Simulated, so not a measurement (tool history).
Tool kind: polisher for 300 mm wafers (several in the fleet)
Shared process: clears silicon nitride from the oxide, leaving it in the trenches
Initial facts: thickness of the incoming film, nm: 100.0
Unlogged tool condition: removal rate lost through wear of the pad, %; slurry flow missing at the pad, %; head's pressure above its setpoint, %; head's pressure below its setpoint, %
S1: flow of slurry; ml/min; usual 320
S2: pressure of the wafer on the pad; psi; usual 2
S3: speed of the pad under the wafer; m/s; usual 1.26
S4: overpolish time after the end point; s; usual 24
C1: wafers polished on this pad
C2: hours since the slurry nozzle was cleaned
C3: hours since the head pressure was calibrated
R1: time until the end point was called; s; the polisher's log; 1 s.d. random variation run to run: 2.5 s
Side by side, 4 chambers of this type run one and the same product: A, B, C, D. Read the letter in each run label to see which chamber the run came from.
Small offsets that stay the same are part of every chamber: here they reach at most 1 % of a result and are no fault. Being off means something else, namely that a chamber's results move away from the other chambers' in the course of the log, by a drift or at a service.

{"run": "1A", "hour": 6.2, "S1": 320, "S2": 2, "S3": 1.26, "S4": 24, "C1": 761, "C2": 120.6, "C3": 362.9, "R1": 133.45}
{"run": "2D", "hour": 16.5, "S1": 320, "S2": 2, "S3": 1.26, "S4": 24, "C1": 1001, "C2": 127.1, "C3": 235.3, "R1": 133.26}
{"hour": 20.5, "done": "chamber C: worn pad replaced by a new one"}
{"hour": 24.9, "done": "chamber A: worn pad replaced by a new one"}
{"run": "3C", "hour": 25.3, "S1": 320, "S2": 2, "S3": 1.26, "S4": 24, "C1": 40, "C2": 30.0, "C3": 246.4, "R1": 132.33}
{"run": "4B", "hour": 34.4, "S1": 320, "S2": 2, "S3": 1.26, "S4": 24, "C1": 450, "C2": 452.1, "C3": 123.8, "R1": 135.46}
{"hour": 41.8, "done": "chamber D: worn pad replaced by a new one"}
{"run": "5C", "hour": 42.4, "S1": 320, "S2": 2, "S3": 1.26, "S4": 24, "C1": 183, "C2": 47.1, "C3": 263.5, "R1": 132.18}
{"run": "6B", "hour": 53.2, "S1": 320, "S2": 2, "S3": 1.26, "S4": 24, "C1": 607, "C2": 470.9, "C3": 142.6, "R1": 130.78}
{"run": "7A", "hour": 62.6, "S1": 320, "S2": 2, "S3": 1.26, "S4": 24, "C1": 315, "C2": 177.0, "C3": 419.3, "R1": 127.06}
{"run": "8D", "hour": 69.9, "S1": 320, "S2": 2, "S3": 1.26, "S4": 24, "C1": 235, "C2": 180.5, "C3": 288.7, "R1": 131.37}
{"run": "9C", "hour": 79.5, "S1": 320, "S2": 2, "S3": 1.26, "S4": 24, "C1": 494, "C2": 84.2, "C3": 300.6, "R1": 136.64}
{"run": "10D", "hour": 86.5, "S1": 320, "S2": 2, "S3": 1.26, "S4": 24, "C1": 374, "C2": 197.1, "C3": 305.3, "R1": 131.17}
{"run": "11B", "hour": 97.6, "S1": 320, "S2": 2, "S3": 1.26, "S4": 24, "C1": 978, "C2": 515.3, "C3": 187.0, "R1": 133.58}
{"hour": 102.4, "done": "chamber D: slurry nozzle cleaned"}
{"run": "12A", "hour": 108.9, "S1": 320, "S2": 2, "S3": 1.26, "S4": 24, "C1": 702, "C2": 223.3, "C3": 465.6, "R1": 129.59}
{"run": "13D", "hour": 116.9, "S1": 320, "S2": 2, "S3": 1.62, "S4": 24, "C1": 628, "C2": 14.5, "C3": 335.7, "R1": 105.42}
{"run": "14A", "hour": 125.8, "S1": 320, "S2": 2, "S3": 1.62, "S4": 24, "C1": 844, "C2": 240.2, "C3": 482.5, "R1": 103.55}
{"hour": 126.0, "done": "chamber C: worn pad replaced by a new one"}
{"hour": 133.4, "done": "chamber B: slurry nozzle cleaned"}
{"run": "15B", "hour": 136.6, "S1": 320, "S2": 2, "S3": 1.62, "S4": 24, "C1": 1305, "C2": 3.3, "C3": 226.0, "R1": 104.18}
{"hour": 137.6, "done": "chamber A: worn pad replaced by a new one"}
{"run": "16C", "hour": 143.1, "S1": 320, "S2": 2, "S3": 1.62, "S4": 24, "C1": 143, "C2": 147.8, "C3": 364.2, "R1": 102.97}
{"run": "17A", "hour": 151.4, "S1": 380, "S2": 2, "S3": 1.08, "S4": 24, "C1": 116, "C2": 265.8, "C3": 508.1, "R1": 158.23}
{"hour": 158.1, "done": "chamber A: head pressure recalibrated"}
{"run": "18D", "hour": 160.1, "S1": 380, "S2": 2, "S3": 1.08, "S4": 24, "C1": 989, "C2": 57.7, "C3": 378.9, "R1": 154.96}
{"hour": 165.4, "done": "chamber D: worn pad replaced by a new one"}
{"run": "19C", "hour": 168.8, "S1": 380, "S2": 2, "S3": 1.08, "S4": 24, "C1": 358, "C2": 173.5, "C3": 389.9, "R1": 158.15}
{"hour": 171.1, "done": "chamber C: head pressure recalibrated"}
{"run": "20B", "hour": 178.1, "S1": 380, "S2": 2, "S3": 1.08, "S4": 24, "C1": 1652, "C2": 44.8, "C3": 267.5, "R1": 155.54}
{"run": "21A", "hour": 188.2, "S1": 320, "S2": 2, "S3": 1.26, "S4": 24, "C1": 423, "C2": 302.6, "C3": 30.1, "R1": 133.45}
{"run": "22D", "hour": 195.5, "S1": 320, "S2": 2, "S3": 1.26, "S4": 24, "C1": 252, "C2": 93.1, "C3": 414.3, "R1": 137.33}
{"run": "23B", "hour": 201.2, "S1": 320, "S2": 2, "S3": 1.26, "S4": 24, "C1": 1845, "C2": 67.9, "C3": 290.6, "R1": 140.57}
{"run": "24C", "hour": 212.0, "S1": 320, "S2": 2, "S3": 1.26, "S4": 24, "C1": 719, "C2": 216.7, "C3": 40.9, "R1": 132.61}
{"run": "25B", "hour": 220.5, "S1": 320, "S2": 2, "S3": 1.26, "S4": 24, "C1": 2006, "C2": 87.2, "C3": 309.9, "R1": 139.52}
{"hour": 224.6, "done": "chamber C: slurry nozzle cleaned"}
{"hour": 226.1, "done": "chamber A: worn pad replaced by a new one"}
{"run": "26C", "hour": 230.7, "S1": 320, "S2": 2, "S3": 1.26, "S4": 24, "C1": 875, "C2": 6.1, "C3": 59.6, "R1": 134.08}
{"run": "27D", "hour": 236.7, "S1": 320, "S2": 2, "S3": 1.26, "S4": 24, "C1": 596, "C2": 134.3, "C3": 455.5, "R1": 135.65}
{"hour": 239.5, "done": "chamber C: worn pad replaced by a new one"}
{"run": "28A", "hour": 243.5, "S1": 320, "S2": 2, "S3": 1.26, "S4": 24, "C1": 146, "C2": 357.9, "C3": 85.4, "R1": 129.02}
{"run": "29B", "hour": 252.3, "S1": 320, "S2": 2, "S3": 1.26, "S4": 24, "C1": 2272, "C2": 119.0, "C3": 341.7, "R1": 140.14}
{"run": "30D", "hour": 262.7, "S1": 320, "S2": 2, "S3": 1.26, "S4": 24, "C1": 814, "C2": 160.3, "C3": 481.5, "R1": 134.8}
{"run": "31A", "hour": 272.7, "S1": 320, "S2": 2, "S3": 1.26, "S4": 24, "C1": 390, "C2": 387.1, "C3": 114.6, "R1": 132.66}
{"run": "32C", "hour": 280.8, "S1": 320, "S2": 2, "S3": 1.26, "S4": 24, "C1": 345, "C2": 56.2, "C3": 109.7, "R1": 137.05}
{"run": "33C", "hour": 291.8, "S1": 320, "S2": 2, "S3": 1.26, "S4": 24, "C1": 437, "C2": 67.2, "C3": 120.7, "R1": 133.67}
{"run": "34D", "hour": 300.5, "S1": 320, "S2": 2, "S3": 1.44, "S4": 24, "C1": 1130, "C2": 198.1, "C3": 519.3, "R1": 118.06}
{"run": "35B", "hour": 310.2, "S1": 320, "S2": 2, "S3": 1.44, "S4": 24, "C1": 2756, "C2": 176.9, "C3": 399.6, "R1": 126.76}
{"run": "36A", "hour": 315.3, "S1": 320, "S2": 2, "S3": 1.44, "S4": 24, "C1": 746, "C2": 429.7, "C3": 157.2, "R1": 116.41}
{"run": "37A", "hour": 322.4, "S1": 320, "S2": 2, "S3": 1.44, "S4": 24, "C1": 805, "C2": 436.8, "C3": 164.3, "R1": 119.45}

All 4 chambers run these settings next. Forecast each chamber's results:
{"run": "38A", "hour": 330.7, "S1": 320, "S2": 2, "S3": 1.04, "S4": 24, "R1": "?"}
{"run": "38B", "hour": 330.7, "S1": 320, "S2": 2, "S3": 1.04, "S4": 24, "R1": "?"}
{"run": "38C", "hour": 330.7, "S1": 320, "S2": 2, "S3": 1.04, "S4": 24, "R1": "?"}
{"run": "38D", "hour": 330.7, "S1": 320, "S2": 2, "S3": 1.04, "S4": 24, "R1": "?"}

run=38A R1=155.95
run=38B R1=180.78
run=38C R1=162.94
run=38D R1=168.93
